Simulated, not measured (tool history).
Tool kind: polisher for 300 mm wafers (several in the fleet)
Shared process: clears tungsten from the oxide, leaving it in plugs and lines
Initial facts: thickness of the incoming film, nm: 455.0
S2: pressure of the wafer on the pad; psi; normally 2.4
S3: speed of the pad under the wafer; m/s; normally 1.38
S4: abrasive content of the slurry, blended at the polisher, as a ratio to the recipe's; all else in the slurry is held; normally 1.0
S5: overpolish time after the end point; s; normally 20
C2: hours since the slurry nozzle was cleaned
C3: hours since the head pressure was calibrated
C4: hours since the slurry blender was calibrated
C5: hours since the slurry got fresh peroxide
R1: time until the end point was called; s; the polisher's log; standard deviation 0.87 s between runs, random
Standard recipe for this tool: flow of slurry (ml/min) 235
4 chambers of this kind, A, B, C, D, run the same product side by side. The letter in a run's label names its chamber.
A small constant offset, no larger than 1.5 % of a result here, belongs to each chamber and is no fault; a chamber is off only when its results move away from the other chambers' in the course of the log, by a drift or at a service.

run 1B day=0.217 | flow_of_slurry_(ml/min)=235 S2=2.4 S3=1.38 S4=1.0 S5=20 | wafers_polished_on_this_pad=921 C2=823.2 C3=556.7 C4=323.8 C5=162.1 | R1=105.640
run 2C day=0.396 | flow_of_slurry_(ml/min)=235 S2=2.4 S3=1.38 S4=1.0 S5=20 | wafers_polished_on_this_pad=372 C2=200.0 C3=1000.0 C4=27.3 C5=16.8 | R1=106.370
run 3D day=0.546 | flow_of_slurry_(ml/min)=235 S2=2.4 S3=1.38 S4=1.0 S5=20 | wafers_polished_on_this_pad=1047 C2=44.8 C3=738.8 C4=14.2 C5=108.4 | R1=107.090
run 4A day=0.783 | flow_of_slurry_(ml/min)=235 S2=2.4 S3=1.38 S4=1.0 S5=20 | wafers_polished_on_this_pad=1476 C2=180.7 C3=362.0 C4=197.7 C5=74.7 | R1=105.730
-- day=0.933 chamber C: worn pad replaced by a new one
run 5D day=0.933 | flow_of_slurry_(ml/min)=235 S2=2.4 S3=1.38 S4=1.0 S5=20 | wafers_polished_on_this_pad=1135 C2=54.1 C3=748.1 C4=23.5 C5=117.7 | R1=107.460
-- day=0.988 chamber A: worn pad replaced by a new one
-- day=1.038 chamber B: slurry tank refilled with fresh slurry and peroxide
run 6B day=1.183 | flow_of_slurry_(ml/min)=235 S2=2.4 S3=1.38 S4=1.0 S5=20 | wafers_polished_on_this_pad=1143 C2=846.4 C3=579.9 C4=347.0 C5=3.5 | R1=106.410
-- day=1.288 chamber D: worn pad replaced by a new one
run 7C day=1.375 | flow_of_slurry_(ml/min)=235 S2=2.4 S3=1.38 S4=1.0 S5=20 | wafers_polished_on_this_pad=102 C2=223.5 C3=1023.5 C4=50.8 C5=40.3 | R1=108.560
-- day=1.429 chamber B: worn pad replaced by a new one
run 8A day=1.567 | flow_of_slurry_(ml/min)=235 S2=2.4 S3=1.38 S4=1.0 S5=20 | wafers_polished_on_this_pad=133 C2=199.5 C3=380.8 C4=216.5 C5=93.5 | R1=105.440
run 9C day=1.888 | flow_of_slurry_(ml/min)=235 S2=2.4 S3=1.38 S4=1.0 S5=20 | wafers_polished_on_this_pad=219 C2=235.8 C3=1035.8 C4=63.1 C5=52.6 | R1=108.070
run 10B day=2.104 | flow_of_slurry_(ml/min)=235 S2=2.4 S3=1.72 S4=1.0 S5=20 | wafers_polished_on_this_pad=155 C2=868.5 C3=602.0 C4=369.1 C5=25.6 | R1=85.100
run 11D day=2.379 | flow_of_slurry_(ml/min)=235 S2=2.4 S3=1.72 S4=1.0 S5=20 | wafers_polished_on_this_pad=251 C2=88.8 C3=782.8 C4=58.2 C5=152.4 | R1=87.135
run 12A day=2.633 | flow_of_slurry_(ml/min)=235 S2=2.4 S3=1.72 S4=1.0 S5=20 | wafers_polished_on_this_pad=378 C2=225.1 C3=406.4 C4=242.1 C5=119.1 | R1=84.562
-- day=2.850 chamber D: slurry tank refilled with fresh slurry and peroxide
run 13C day=2.850 | flow_of_slurry_(ml/min)=235 S2=2.4 S3=1.72 S4=1.0 S5=20 | wafers_polished_on_this_pad=440 C2=258.9 C3=1058.9 C4=86.2 C5=75.7 | R1=87.538
-- day=2.875 chamber B: slurry nozzle cleaned
run 14D day=3.088 | flow_of_slurry_(ml/min)=235 S2=2.4 S3=1.38 S4=1.0 S5=20 | wafers_polished_on_this_pad=413 C2=105.8 C3=799.8 C4=75.2 C5=5.8 | R1=106.450
run 15B day=3.317 | flow_of_slurry_(ml/min)=235 S2=2.4 S3=1.38 S4=1.0 S5=20 | wafers_polished_on_this_pad=434 C2=10.6 C3=631.1 C4=398.2 C5=54.7 | R1=104.920
-- day=3.604 chamber C: worn pad replaced by a new one
run 16A day=3.617 | flow_of_slurry_(ml/min)=235 S2=2.4 S3=1.38 S4=1.0 S5=20 | wafers_polished_on_this_pad=603 C2=248.7 C3=430.0 C4=265.7 C5=142.7 | R1=105.810
-- day=3.804 chamber D: head pressure recalibrated
run 17B day=3.862 | flow_of_slurry_(ml/min)=235 S2=2.4 S3=1.38 S4=1.0 S5=20 | wafers_polished_on_this_pad=559 C2=23.7 C3=644.2 C4=411.3 C5=67.8 | R1=105.850
run 18D day=4.175 | flow_of_slurry_(ml/min)=235 S2=2.4 S3=1.38 S4=1.0 S5=20 | wafers_polished_on_this_pad=663 C2=131.9 C3=9.0 C4=101.3 C5=31.9 | R1=120.540
-- day=4.204 chamber C: slurry blender recalibrated
run 19A day=4.400 | flow_of_slurry_(ml/min)=235 S2=1.9 S3=1.38 S4=1.0 S5=20 | wafers_polished_on_this_pad=783 C2=267.5 C3=448.8 C4=284.5 C5=161.5 | R1=131.730
run 20C day=4.667 | flow_of_slurry_(ml/min)=235 S2=1.9 S3=1.38 S4=1.0 S5=20 | wafers_polished_on_this_pad=244 C2=302.5 C3=1102.5 C4=11.2 C5=119.3 | R1=137.400
run 21B day=4.858 | flow_of_slurry_(ml/min)=235 S2=1.9 S3=1.38 S4=1.0 S5=20 | wafers_polished_on_this_pad=788 C2=47.6 C3=668.1 C4=435.2 C5=91.7 | R1=134.550
-- day=5.017 chamber A: slurry tank refilled with fresh slurry and peroxide
run 22C day=5.083 | flow_of_slurry_(ml/min)=235 S2=1.9 S3=1.38 S4=1.0 S5=20 | wafers_polished_on_this_pad=340 C2=312.5 C3=1112.5 C4=21.2 C5=129.3 | R1=136.360
run 23D day=5.358 | flow_of_slurry_(ml/min)=235 S2=2.4 S3=1.38 S4=1.0 S5=20 | wafers_polished_on_this_pad=935 C2=160.3 C3=37.4 C4=129.7 C5=60.3 | R1=120.850
run 24A day=5.567 | flow_of_slurry_(ml/min)=235 S2=2.4 S3=1.38 S4=1.0 S5=20 | wafers_polished_on_this_pad=1051 C2=295.5 C3=476.8 C4=312.5 C5=13.2 | R1=106.170
-- day=5.688 chamber D: worn pad replaced by a new one
run 25D day=5.875 | flow_of_slurry_(ml/min)=235 S2=2.4 S3=1.38 S4=1.3 S5=29 | wafers_polished_on_this_pad=43 C2=172.7 C3=49.8 C4=142.1 C5=72.7 | R1=113.820
-- day=5.921 chamber C: worn pad replaced by a new one
-- day=5.983 chamber C: slurry tank refilled with fresh slurry and peroxide
run 26C day=6.125 | flow_of_slurry_(ml/min)=235 S2=2.4 S3=1.38 S4=1.3 S5=29 | wafers_polished_on_this_pad=47 C2=337.5 C3=1137.5 C4=46.2 C5=3.5 | R1=103.300
run 27A day=6.358 | flow_of_slurry_(ml/min)=235 S2=2.4 S3=1.38 S4=1.3 S5=29 | wafers_polished_on_this_pad=1233 C2=314.5 C3=495.8 C4=331.5 C5=32.2 | R1=99.393

Each of the 4 chambers runs these same settings next. Fill in every chamber's results:
run 28A day=6.592 | flow_of_slurry_(ml/min)=235 S2=2.4 S3=1.38 S4=1.0 S5=20 | R1=?
run 28B day=6.592 | flow_of_slurry_(ml/min)=235 S2=2.4 S3=1.38 S4=1.0 S5=20 | R1=?
run 28C day=6.592 | flow_of_slurry_(ml/min)=235 S2=2.4 S3=1.38 S4=1.0 S5=20 | R1=?
run 28D day=6.592 | flow_of_slurry_(ml/min)=235 S2=2.4 S3=1.38 S4=1.0 S5=20 | R1=?

run=28A R1=105.890
run=28B R1=106.580
run=28C R1=108.530
run=28D R1=120.460
